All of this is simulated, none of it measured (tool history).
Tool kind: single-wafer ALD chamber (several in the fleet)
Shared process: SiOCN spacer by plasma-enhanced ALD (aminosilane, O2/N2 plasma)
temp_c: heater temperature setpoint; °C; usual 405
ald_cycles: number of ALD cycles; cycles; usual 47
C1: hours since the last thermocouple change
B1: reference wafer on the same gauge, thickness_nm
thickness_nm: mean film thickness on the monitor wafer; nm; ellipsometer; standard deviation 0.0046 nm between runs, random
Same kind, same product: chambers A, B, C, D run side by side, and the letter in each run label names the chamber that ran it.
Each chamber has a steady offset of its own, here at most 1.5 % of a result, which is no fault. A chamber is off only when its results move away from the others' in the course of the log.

{"run": "1B", "hour": 2.1, "temp_c": 405, "ald_cycles": 47, "C1": 613.1, "B1": 2.3202, "thickness_nm": 2.7791}
{"run": "2C", "hour": 6.4, "temp_c": 405, "ald_cycles": 47, "C1": 100.1, "B1": 2.3196, "thickness_nm": 2.7781}
{"run": "3D", "hour": 8.7, "temp_c": 405, "ald_cycles": 47, "C1": 677.9, "B1": 2.3177, "thickness_nm": 2.7713}
{"run": "4A", "hour": 11.9, "temp_c": 405, "ald_cycles": 47, "C1": 761.9, "B1": 2.3193, "thickness_nm": 2.7599}
{"run": "5A", "hour": 15.6, "temp_c": 405, "ald_cycles": 47, "C1": 765.6, "B1": 2.3176, "thickness_nm": 2.7631}
{"run": "6C", "hour": 17.9, "temp_c": 405, "ald_cycles": 47, "C1": 111.6, "B1": 2.318, "thickness_nm": 2.778}
{"run": "7B", "hour": 21.5, "temp_c": 405, "ald_cycles": 47, "C1": 632.5, "B1": 2.318, "thickness_nm": 2.7851}
{"run": "8D", "hour": 25.2, "temp_c": 405, "ald_cycles": 47, "C1": 694.4, "B1": 2.3169, "thickness_nm": 2.7685}
{"run": "9D", "hour": 28.7, "temp_c": 405, "ald_cycles": 47, "C1": 697.9, "B1": 2.3166, "thickness_nm": 2.7817}
{"run": "10B", "hour": 32.8, "temp_c": 405, "ald_cycles": 47, "C1": 643.8, "B1": 2.3174, "thickness_nm": 2.7808}
{"run": "11A", "hour": 35.5, "temp_c": 405, "ald_cycles": 47, "C1": 785.5, "B1": 2.3161, "thickness_nm": 2.7576}
{"run": "12C", "hour": 39.0, "temp_c": 405, "ald_cycles": 47, "C1": 132.7, "B1": 2.3162, "thickness_nm": 2.7669}
{"run": "13C", "hour": 41.0, "temp_c": 405, "ald_cycles": 47, "C1": 134.7, "B1": 2.315, "thickness_nm": 2.7688}
{"run": "14A", "hour": 43.8, "temp_c": 405, "ald_cycles": 47, "C1": 793.8, "B1": 2.315, "thickness_nm": 2.7511}
{"run": "15D", "hour": 47.7, "temp_c": 405, "ald_cycles": 47, "C1": 716.9, "B1": 2.3136, "thickness_nm": 2.7661}
{"run": "16B", "hour": 52.1, "temp_c": 405, "ald_cycles": 47, "C1": 663.1, "B1": 2.3137, "thickness_nm": 2.7775}
{"run": "17D", "hour": 55.9, "temp_c": 405, "ald_cycles": 47, "C1": 725.1, "B1": 2.3135, "thickness_nm": 2.7725}
{"run": "18B", "hour": 58.9, "temp_c": 405, "ald_cycles": 47, "C1": 669.9, "B1": 2.3139, "thickness_nm": 2.7781}
{"run": "19A", "hour": 61.1, "temp_c": 416, "ald_cycles": 47, "C1": 811.1, "B1": 2.3122, "thickness_nm": 2.6611}
{"run": "20C", "hour": 63.6, "temp_c": 416, "ald_cycles": 47, "C1": 157.3, "B1": 2.3132, "thickness_nm": 2.6787}
{"run": "21D", "hour": 66.6, "temp_c": 416, "ald_cycles": 47, "C1": 735.8, "B1": 2.3127, "thickness_nm": 2.6781}
{"run": "22A", "hour": 70.5, "temp_c": 416, "ald_cycles": 47, "C1": 820.5, "B1": 2.3108, "thickness_nm": 2.662}
{"run": "23B", "hour": 72.8, "temp_c": 405, "ald_cycles": 47, "C1": 683.8, "B1": 2.3126, "thickness_nm": 2.777}
{"run": "24C", "hour": 76.3, "temp_c": 405, "ald_cycles": 47, "C1": 170.0, "B1": 2.3112, "thickness_nm": 2.7712}
{"run": "25A", "hour": 79.1, "temp_c": 409, "ald_cycles": 39, "C1": 829.1, "B1": 2.3114, "thickness_nm": 2.2584}
{"run": "26D", "hour": 83.0, "temp_c": 409, "ald_cycles": 39, "C1": 752.2, "B1": 2.3114, "thickness_nm": 2.2721}
{"run": "27B", "hour": 85.5, "temp_c": 409, "ald_cycles": 39, "C1": 696.5, "B1": 2.3111, "thickness_nm": 2.2787}
{"run": "28C", "hour": 87.4, "temp_c": 409, "ald_cycles": 39, "C1": 181.1, "B1": 2.3111, "thickness_nm": 2.2651}
{"run": "29B", "hour": 90.4, "temp_c": 405, "ald_cycles": 47, "C1": 701.4, "B1": 2.3103, "thickness_nm": 2.7757}
{"run": "30C", "hour": 93.1, "temp_c": 405, "ald_cycles": 47, "C1": 186.8, "B1": 2.3086, "thickness_nm": 2.7637}
{"run": "31D", "hour": 95.6, "temp_c": 405, "ald_cycles": 47, "C1": 764.8, "B1": 2.3082, "thickness_nm": 2.7711}
{"run": "32A", "hour": 97.7, "temp_c": 405, "ald_cycles": 47, "C1": 847.7, "B1": 2.3091, "thickness_nm": 2.7512}
{"run": "33D", "hour": 101.7, "temp_c": 393, "ald_cycles": 43, "C1": 770.9, "B1": 2.3097, "thickness_nm": 2.5688}
{"run": "34A", "hour": 105.2, "temp_c": 393, "ald_cycles": 43, "C1": 855.2, "B1": 2.3085, "thickness_nm": 2.5527}
{"run": "35B", "hour": 107.4, "temp_c": 393, "ald_cycles": 43, "C1": 718.4, "B1": 2.3081, "thickness_nm": 2.5808}
{"run": "36C", "hour": 110.9, "temp_c": 393, "ald_cycles": 43, "C1": 204.6, "B1": 2.3068, "thickness_nm": 2.5734}
{"run": "37D", "hour": 115.2, "temp_c": 397, "ald_cycles": 47, "C1": 784.4, "B1": 2.3066, "thickness_nm": 2.7948}
{"run": "38A", "hour": 117.5, "temp_c": 397, "ald_cycles": 47, "C1": 867.5, "B1": 2.3061, "thickness_nm": 2.7846}
{"run": "39C", "hour": 121.5, "temp_c": 397, "ald_cycles": 47, "C1": 215.2, "B1": 2.3062, "thickness_nm": 2.8018}
{"run": "40B", "hour": 125.8, "temp_c": 397, "ald_cycles": 47, "C1": 736.8, "B1": 2.3055, "thickness_nm": 2.8174}
{"run": "41C", "hour": 130.0, "temp_c": 405, "ald_cycles": 47, "C1": 223.7, "B1": 2.3051, "thickness_nm": 2.7563}
{"run": "42D", "hour": 132.8, "temp_c": 405, "ald_cycles": 47, "C1": 802.0, "B1": 2.305, "thickness_nm": 2.7584}

Has any chamber moved away from the others, gradually or after a service, or does the common gauge drift, or do the chambers differ only by their own small steady offsets? State the chamber and the most likely cause if one applies.

Every chamber seems to shift together because the gauge that measures them all drifts; the chambers themselves are fine.
Likeliest cause: gauge reads low (%) = 0.667.

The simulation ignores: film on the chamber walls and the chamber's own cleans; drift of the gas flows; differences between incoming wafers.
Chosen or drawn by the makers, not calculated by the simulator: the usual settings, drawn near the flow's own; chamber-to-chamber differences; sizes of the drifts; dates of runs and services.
